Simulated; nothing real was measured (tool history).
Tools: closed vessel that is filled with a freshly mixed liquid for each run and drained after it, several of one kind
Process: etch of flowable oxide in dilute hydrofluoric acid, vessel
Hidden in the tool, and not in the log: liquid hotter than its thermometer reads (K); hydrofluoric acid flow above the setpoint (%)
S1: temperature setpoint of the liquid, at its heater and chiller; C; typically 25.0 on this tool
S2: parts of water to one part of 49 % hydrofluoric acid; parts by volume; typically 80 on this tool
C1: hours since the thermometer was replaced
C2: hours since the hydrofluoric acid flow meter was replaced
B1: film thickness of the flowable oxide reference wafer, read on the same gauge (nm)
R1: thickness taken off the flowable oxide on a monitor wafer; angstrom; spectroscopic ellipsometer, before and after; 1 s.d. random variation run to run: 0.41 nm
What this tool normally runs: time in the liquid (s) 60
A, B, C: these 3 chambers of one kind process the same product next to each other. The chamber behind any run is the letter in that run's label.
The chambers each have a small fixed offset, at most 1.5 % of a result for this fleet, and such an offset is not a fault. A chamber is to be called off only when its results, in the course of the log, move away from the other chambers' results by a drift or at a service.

Run 1B, hour 7.0: usual settings; C1 2351.6; C2 482.8; B1 100.020. Result: R1 470.18 angstrom.
Run 2A, hour 12.5: usual settings; C1 150.4; C2 919.5; B1 99.992. Result: R1 477.54 angstrom.
Run 3C, hour 18.7: usual settings; C1 744.8; C2 364.0; B1 100.000. Result: R1 479.46 angstrom.
Run 4C, hour 24.8: usual settings; C1 750.9; C2 370.1; B1 100.020. Result: R1 475.54 angstrom.
At hour 27.0: chamber B: hydrofluoric acid flow meter replaced.
Run 5B, hour 28.6: usual settings but S2 65 parts by volume; C1 2373.2; C2 1.7; B1 100.020. Result: R1 587.97 angstrom.
Run 6A, hour 35.4: usual settings but S2 65 parts by volume; C1 173.3; C2 942.4; B1 99.967. Result: R1 598.55 angstrom.
Run 7A, hour 43.4: usual settings but S2 65 parts by volume; C1 181.3; C2 950.4; B1 100.020. Result: R1 604.56 angstrom.
Run 8C, hour 49.0: usual settings; C1 775.1; C2 394.3; B1 100.070. Result: R1 479.89 angstrom.
Run 9B, hour 53.3: usual settings but S1 28.0 C, time in the liquid (s) 75; C1 2397.9; C2 26.4; B1 100.000. Result: R1 658.74 angstrom.
Run 10B, hour 57.2: usual settings but S1 28.0 C, time in the liquid (s) 75; C1 2401.8; C2 30.3; B1 100.020. Result: R1 659.81 angstrom.
Run 11A, hour 62.1: usual settings but S1 28.0 C, time in the liquid (s) 75; C1 200.0; C2 969.1; B1 99.936. Result: R1 683.96 angstrom.
Run 12C, hour 69.7: usual settings; C1 795.8; C2 415.0; B1 100.000. Result: R1 480.72 angstrom.
Run 13B, hour 74.9: usual settings; C1 2419.5; C2 48.0; B1 99.971. Result: R1 468.53 angstrom.
Run 14C, hour 82.4: usual settings but S1 23.0 C, S2 90 parts by volume; C1 808.5; C2 427.7; B1 99.992. Result: R1 385.36 angstrom.
Run 15A, hour 86.9: usual settings but S1 23.0 C, S2 90 parts by volume; C1 224.8; C2 993.9; B1 100.000. Result: R1 412.25 angstrom.
Run 16A, hour 90.8: usual settings but S1 23.0 C, S2 90 parts by volume; C1 228.7; C2 997.8; B1 99.995. Result: R1 406.22 angstrom.
Run 17B, hour 94.7: usual settings; C1 2439.3; C2 67.8; B1 99.985. Result: R1 466.99 angstrom.
Run 18C, hour 101.4: usual settings; C1 827.5; C2 446.7; B1 100.020. Result: R1 467.40 angstrom.
Run 19B, hour 107.6: usual settings; C1 2452.2; C2 80.7; B1 100.030. Result: R1 467.40 angstrom.
Run 20A, hour 111.8: usual settings; C1 249.7; C2 1018.8; B1 100.010. Result: R1 512.16 angstrom.
At hour 118.0: chamber C: hydrofluoric acid flow meter replaced.
Run 21C, hour 118.2: usual settings but S1 28.5 C, time in the liquid (s) 45; C1 844.3; C2 0.2; B1 99.978. Result: R1 413.22 angstrom.
Run 22A, hour 123.2: usual settings but S1 28.5 C, time in the liquid (s) 45; C1 261.1; C2 1030.2; B1 100.010. Result: R1 446.27 angstrom.
Run 23C, hour 128.3: usual settings but S1 28.5 C, time in the liquid (s) 45; C1 854.4; C2 10.3; B1 99.999. Result: R1 407.79 angstrom.
Run 24B, hour 132.0: usual settings; C1 2476.6; C2 105.1; B1 100.020. Result: R1 468.29 angstrom.

What goes on in this fleet: one chamber off, a drifting gauge, or nothing beyond the chambers' own small offsets? Name the chamber and the cause, if any.

Chamber A drifts away from the others.
Likeliest cause: hydrofluoric acid flow above the setpoint (%) = 9.7.
The log may not tell that from: liquid hotter than its thermometer reads (K).

Chamber A could run next with any of the 4 candidate recipes listed below; each alters the usual settings, and their results appear as question marks. Which one brings its results back in line with what the other chambers deliver on the usual settings?
Allowed miss from the other chambers' usual-settings mean, per result, to count as in line: R1 14.00 angstrom
Run 25A-1, hour 138.0: usual settings but S2 85 parts by volume. Result: R1 ?.
Run 25A-2, hour 138.0: usual settings but S1 24.5 C, time in the liquid (s) 55. Result: R1 ?.
Run 25A-3, hour 138.0: usual settings but S1 26.5 C. Result: R1 ?.
Run 25A-4, hour 138.0: usual settings but S1 25.5 C, time in the liquid (s) 65. Result: R1 ?.

On the usual settings, the other chambers give on average: R1 472.73 angstrom
  run      R1
25A-1  493.40
25A-2  474.02
25A-3  559.42
25A-4  582.65
It is 25A-2 that realigns the chamber with its peers.
